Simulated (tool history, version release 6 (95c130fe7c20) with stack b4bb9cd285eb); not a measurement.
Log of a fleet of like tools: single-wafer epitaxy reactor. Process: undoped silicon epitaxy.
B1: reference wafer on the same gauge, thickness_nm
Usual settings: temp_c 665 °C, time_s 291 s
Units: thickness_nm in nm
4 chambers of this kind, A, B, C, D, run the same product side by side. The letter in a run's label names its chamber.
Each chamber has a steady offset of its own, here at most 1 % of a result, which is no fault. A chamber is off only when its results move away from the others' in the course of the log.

Run 1C, hour 3.4: usual settings; B1 56.491. Result: thickness_nm 67.251 nm.
Run 2D, hour 7.7: usual settings; B1 56.447. Result: thickness_nm 67.89 nm.
Run 3A, hour 11.3: usual settings; B1 56.545. Result: thickness_nm 67.071 nm.
Run 4B, hour 13.2: usual settings; B1 56.523. Result: thickness_nm 67.91 nm.
Run 5D, hour 17.3: usual settings; B1 56.461. Result: thickness_nm 67.652 nm.
Run 6B, hour 20: usual settings but temp_c 657 °C, time_s 337 s; B1 56.522. Result: thickness_nm 66.005 nm.
Run 7C, hour 23.7: usual settings but temp_c 657 °C, time_s 337 s; B1 56.498. Result: thickness_nm 65.396 nm.
Run 8A, hour 26.9: usual settings but temp_c 657 °C, time_s 337 s; B1 56.457. Result: thickness_nm 65.898 nm.
Run 9D, hour 31.1: usual settings but temp_c 657 °C, time_s 337 s; B1 56.484. Result: thickness_nm 66.644 nm.
Run 10C, hour 34.4: usual settings but time_s 252 s; B1 56.519. Result: thickness_nm 58.107 nm.
Run 11A, hour 37.8: usual settings but time_s 252 s; B1 56.485. Result: thickness_nm 58.406 nm.
Run 12B, hour 40.5: usual settings but time_s 252 s; B1 56.544. Result: thickness_nm 58.405 nm.
Run 13C, hour 43.8: usual settings but time_s 252 s; B1 56.536. Result: thickness_nm 58.295 nm.
Run 14B, hour 46.1: usual settings; B1 56.522. Result: thickness_nm 67.811 nm.
Run 15A, hour 50.1: usual settings; B1 56.496. Result: thickness_nm 67.083 nm.
Run 16D, hour 52.7: usual settings; B1 56.48. Result: thickness_nm 67.572 nm.
At hour 56.1: chamber B: pyrometer calibrated.
Run 17C, hour 56.8: usual settings; B1 56.519. Result: thickness_nm 67.17 nm.
Run 18B, hour 59.2: usual settings but temp_c 671 °C, time_s 315 s; B1 56.505. Result: thickness_nm 80.813 nm.
Run 19A, hour 62.4: usual settings but temp_c 671 °C, time_s 315 s; B1 56.447. Result: thickness_nm 82.377 nm.
Run 20D, hour 66.6: usual settings but temp_c 671 °C, time_s 315 s; B1 56.528. Result: thickness_nm 83.595 nm.
Run 21C, hour 69.5: usual settings but temp_c 671 °C, time_s 315 s; B1 56.491. Result: thickness_nm 82.586 nm.
Run 22D, hour 73.1: usual settings; B1 56.506. Result: thickness_nm 67.828 nm.
Run 23B, hour 77: usual settings; B1 56.514. Result: thickness_nm 65.491 nm.
Run 24A, hour 80: usual settings; B1 56.525. Result: thickness_nm 67.048 nm.
Run 25B, hour 82.9: usual settings; B1 56.432. Result: thickness_nm 65.653 nm.
Run 26A, hour 85.4: usual settings; B1 56.494. Result: thickness_nm 67.243 nm.
Run 27C, hour 88.6: usual settings; B1 56.474. Result: thickness_nm 67.315 nm.
Run 28D, hour 90.8: usual settings; B1 56.497. Result: thickness_nm 68.107 nm.
Run 29C, hour 92.6: usual settings; B1 56.514. Result: thickness_nm 67.356 nm.
Run 30B, hour 95: usual settings; B1 56.542. Result: thickness_nm 65.765 nm.
Run 31D, hour 98.1: usual settings; B1 56.463. Result: thickness_nm 67.899 nm.
Run 32A, hour 101.8: usual settings; B1 56.493. Result: thickness_nm 67.816 nm.
Run 33B, hour 105.9: usual settings; B1 56.493. Result: thickness_nm 65.15 nm.
Run 34C, hour 108: usual settings; B1 56.525. Result: thickness_nm 66.874 nm.

All 4 chambers run these settings next. Forecast each chamber's results:
Run 35A, hour 111.1: usual settings. Result: thickness_nm ?.
Run 35B, hour 111.1: usual settings. Result: thickness_nm ?.
Run 35C, hour 111.1: usual settings. Result: thickness_nm ?.
Run 35D, hour 111.1: usual settings. Result: thickness_nm ?.

run  thickness_nm
35A        67.461
35B        65.187
35C        67.031
35D        68.019

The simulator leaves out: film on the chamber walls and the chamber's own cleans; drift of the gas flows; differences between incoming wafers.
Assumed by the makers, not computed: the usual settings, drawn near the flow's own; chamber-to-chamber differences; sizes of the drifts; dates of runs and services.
